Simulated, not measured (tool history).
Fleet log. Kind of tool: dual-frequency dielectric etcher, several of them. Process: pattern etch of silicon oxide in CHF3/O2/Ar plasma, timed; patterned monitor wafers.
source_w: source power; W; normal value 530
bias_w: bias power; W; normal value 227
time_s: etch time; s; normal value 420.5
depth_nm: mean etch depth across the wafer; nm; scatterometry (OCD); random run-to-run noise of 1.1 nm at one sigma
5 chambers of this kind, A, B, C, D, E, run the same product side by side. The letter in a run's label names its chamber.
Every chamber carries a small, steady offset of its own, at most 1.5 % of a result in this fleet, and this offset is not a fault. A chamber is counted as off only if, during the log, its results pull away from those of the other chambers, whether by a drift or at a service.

run   hour  source_w  bias_w  time_s  read-back reference wafer on the same gauge, depth_nm  depth_nm
 1C    7.5       530     227   420.5                                                 959.27    857.16
 2B   14.2       530     227   420.5                                                 958.98    858.48
 3A   25.2       530     227   420.5                                                  959.2    858.94
 4E   36.2       530     227   420.5                                                  959.5    853.03
 5D   44.8       530     227   420.5                                                 959.75    870.24
 6C   52.8       530     227   420.5                                                 959.69    861.31
 7A   60.1       530     227   420.5                                                 959.64    860.95
 8E   70.2       610     273   420.5                                                 959.85    963.05
 9B   81.4       610     273   420.5                                                 959.75    967.29
10D   90.4       610     273   420.5                                                 960.04    980.68
11B  102.7       610     273   420.5                                                 960.08    965.94
12A  109.1       610     273   420.5                                                 960.37     968.4
13C  116.3       530     227   420.5                                                 960.49    860.98
14E    124       530     227   420.5                                                 960.52    855.57
15D  134.1       530     188   420.5                                                 960.38    816.57
     143.3  -- chamber E: wet clean of the chamber
16C  143.8       530     188   420.5                                                  960.8    805.22
     150.6  -- chamber C: wet clean of the chamber
17D  156.7       530     188   420.5                                                 960.96    815.57
18B  163.7       530     188   420.5                                                  960.8    802.98
19A  176.5       530     188   420.5                                                 961.35    808.08
20E  186.3       530     227   361.5                                                 961.09    733.93
21C    198       530     227   361.5                                                 961.36    739.99
22B  206.6       530     227   361.5                                                 961.48    739.59
     207.6  -- chamber A: wet clean of the chamber
23E  219.3       530     227   361.5                                                 961.69    733.79
24A  231.7       530     227   361.5                                                 961.73    740.87
25D  238.7       530     227   420.5                                                 961.95    871.17
26D  245.1       530     227   420.5                                                 961.92    871.02
27C  251.3       530     227   420.5                                                 962.18    861.13
28E  260.4       530     203   525.5                                                  962.4    1026.4
29A  272.4       530     203   525.5                                                 962.16    1036.8
30B  281.6       530     203   525.5                                                 962.13    1035.2
31A  291.4       530     203   525.5                                                 962.63    1035.5
32E  297.3       530     203   525.5                                                  962.4    1026.7
33C  304.2       530     227   420.5                                                 962.92    862.82
     307.8  -- chamber B: wet clean of the chamber
34B  312.3       530     227   420.5                                                 962.66    860.59
35D  318.2       530     227   420.5                                                 963.01    870.35
36A    329       530     227   420.5                                                  962.8    862.72
37C  334.8       570     227   420.5                                                 963.32     887.8
38D  344.4       570     227   420.5                                                 963.53    898.13
39B  353.3       570     227   420.5                                                 963.12    884.25
40E  363.1       570     227   420.5                                                 963.18    880.56
41C  374.2       570     227   420.5                                                 963.56    885.63
42E  381.7       530     227   420.5                                                 963.88    857.23
43D  392.6       530     227   420.5                                                 963.81    876.54
44A  401.1       530     227   420.5                                                 963.98     862.9

Does one chamber stand apart from the rest, does the shared gauge drift, or is all well apart from small per-chamber offsets? Give the chamber and the most likely cause, where there is one.

It is the gauge, not a chamber: its drift shows up in every chamber's results at once, and no chamber is off.
Likeliest cause: gauge reads high (%) = 0.518.
